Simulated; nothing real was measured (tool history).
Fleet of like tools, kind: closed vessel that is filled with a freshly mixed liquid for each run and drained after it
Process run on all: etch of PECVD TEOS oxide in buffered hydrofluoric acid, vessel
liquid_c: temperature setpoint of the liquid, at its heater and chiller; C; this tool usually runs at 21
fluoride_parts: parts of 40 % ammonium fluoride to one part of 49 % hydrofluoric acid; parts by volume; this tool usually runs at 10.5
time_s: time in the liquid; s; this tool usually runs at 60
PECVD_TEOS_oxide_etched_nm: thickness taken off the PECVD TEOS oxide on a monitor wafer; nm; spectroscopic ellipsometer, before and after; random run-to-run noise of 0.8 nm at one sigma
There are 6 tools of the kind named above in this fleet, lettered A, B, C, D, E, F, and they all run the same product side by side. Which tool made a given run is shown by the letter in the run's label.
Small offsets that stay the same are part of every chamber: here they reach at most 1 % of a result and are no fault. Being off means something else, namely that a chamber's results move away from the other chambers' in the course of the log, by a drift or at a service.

| run | day | liquid_c | fluoride_parts | time_s | hours since the thermometer was replaced | hours since the hydrofluoric acid flow meter was replaced | read-back film thickness of the PECVD TEOS oxide reference wafer, read on the same gauge (nm) | PECVD_TEOS_oxide_etched_nm |
|---|---|---|---|---|---|---|---|---|
| 1E | 0.4 | 21 | 10.5 | 60 | 863.3 | 905.2 | 109.96 | 111.52 |
| 2A | 0.967 | 21 | 10.5 | 60 | 1156.8 | 285.6 | 110 | 113.41 |
| 3B | 1.321 | 21 | 10.5 | 60 | 442.1 | 312.4 | 110.03 | 112.66 |
| 4D | 1.712 | 21 | 10.5 | 60 | 397.8 | 518 | 110 | 112.07 |
| 5C | 2.338 | 21 | 7.5 | 80 | 1473.2 | 140.8 | 110 | 205.49 |
| 6F | 2.8 | 21 | 7.5 | 80 | 1165.9 | 244.9 | 110.02 | 203.14 |
| 7E | 3.379 | 21 | 7.5 | 80 | 934.8 | 976.7 | 110 | 206.77 |
| 8A | 3.95 | 21 | 7.5 | 80 | 1228.4 | 357.2 | 109.99 | 207.89 |
| 9B | 4.35 | 21 | 7.5 | 80 | 514.8 | 385.1 | 110.02 | 204.35 |
| 10D | 4.979 | 21 | 7.5 | 80 | 476.2 | 596.4 | 110 | 206.3 |
| 11C | 5.388 | 21 | 10.5 | 60 | 1546.4 | 214 | 110.02 | 112.37 |
| 12F | 5.996 | 23.5 | 13.5 | 60 | 1242.6 | 321.6 | 110 | 101.11 |
| 13E | 6.342 | 23.5 | 13.5 | 60 | 1005.9 | 1047.8 | 110 | 101.51 |
| 14C | 6.796 | 23.5 | 13.5 | 60 | 1580.2 | 247.8 | 110 | 100.54 |
| 15D | 7.133 | 23.5 | 13.5 | 60 | 527.9 | 648.1 | 110.01 | 99.812 |
| 16F | 7.608 | 23.5 | 13.5 | 60 | 1281.3 | 360.3 | 110.02 | 100.98 |
| 17A | 8.175 | 23.5 | 13.5 | 60 | 1329.8 | 458.6 | 110.03 | 98.62 |
| 18B | 8.792 | 21 | 10.5 | 60 | 621.4 | 491.7 | 110.02 | 113.89 |
| 19F | 9.317 | 21 | 10.5 | 60 | 1322.3 | 401.3 | 110.02 | 112.2 |
| 20C | 9.896 | 21 | 10.5 | 60 | 1654.6 | 322.2 | 109.99 | 111.42 |
| 21D | 10.242 | 21 | 10.5 | 60 | 602.5 | 722.7 | 109.98 | 112.07 |
| 22A | 10.638 | 21 | 10.5 | 60 | 1388.9 | 517.7 | 110 | 109.83 |
| 23B | 10.967 | 21 | 10.5 | 60 | 673.6 | 543.9 | 110 | 111.3 |
| 24E | 11.575 | 21 | 10.5 | 80 | 1131.5 | 1173.4 | 109.99 | 151.32 |
|  | 11.646 | chamber C: hydrofluoric acid flow meter replaced |
|  | 11.988 | chamber F: thermometer replaced |
| 25B | 12 | 21 | 10.5 | 80 | 698.4 | 568.7 | 109.98 | 148.56 |
| 26A | 12.479 | 21 | 10.5 | 80 | 1433.1 | 561.9 | 110.02 | 142.21 |
| 27C | 12.967 | 21 | 10.5 | 80 | 1728.3 | 31.7 | 110.01 | 148.46 |
| 28E | 13.458 | 21 | 10.5 | 80 | 1176.7 | 1218.6 | 110 | 149.88 |
| 29F | 14.033 | 21 | 10.5 | 80 | 49.1 | 514.5 | 109.99 | 148.83 |
| 30D | 14.538 | 21 | 10.5 | 60 | 705.6 | 825.8 | 109.98 | 113.08 |
| 31A | 15.021 | 21 | 10.5 | 60 | 1494.1 | 622.9 | 109.99 | 105.09 |
| 32E | 15.467 | 21 | 10.5 | 60 | 1224.9 | 1266.8 | 109.99 | 112.86 |
| 33D | 15.871 | 21 | 10.5 | 60 | 737.6 | 857.8 | 110.02 | 111.5 |
| 34C | 16.25 | 21 | 10.5 | 60 | 1807.1 | 110.5 | 110 | 112.07 |
| 35F | 16.633 | 21 | 10.5 | 60 | 111.5 | 576.9 | 109.98 | 113.26 |
| 36B | 17.254 | 21 | 10.5 | 60 | 824.5 | 694.8 | 110.01 | 112.41 |

Each of the 6 chambers runs these same settings next. Fill in every chamber's results:
| 37A | 17.717 | 21 | 10.5 | 60 |  |  |  | ? |
| 37B | 17.717 | 21 | 10.5 | 60 |  |  |  | ? |
| 37C | 17.717 | 21 | 10.5 | 60 |  |  |  | ? |
| 37D | 17.717 | 21 | 10.5 | 60 |  |  |  | ? |
| 37E | 17.717 | 21 | 10.5 | 60 |  |  |  | ? |
| 37F | 17.717 | 21 | 10.5 | 60 |  |  |  | ? |

| run | PECVD_TEOS_oxide_etched_nm |
|---|---|
| 37A | 102.81 |
| 37B | 111.09 |
| 37C | 111.93 |
| 37D | 113.81 |
| 37E | 113.97 |
| 37F | 112.53 |
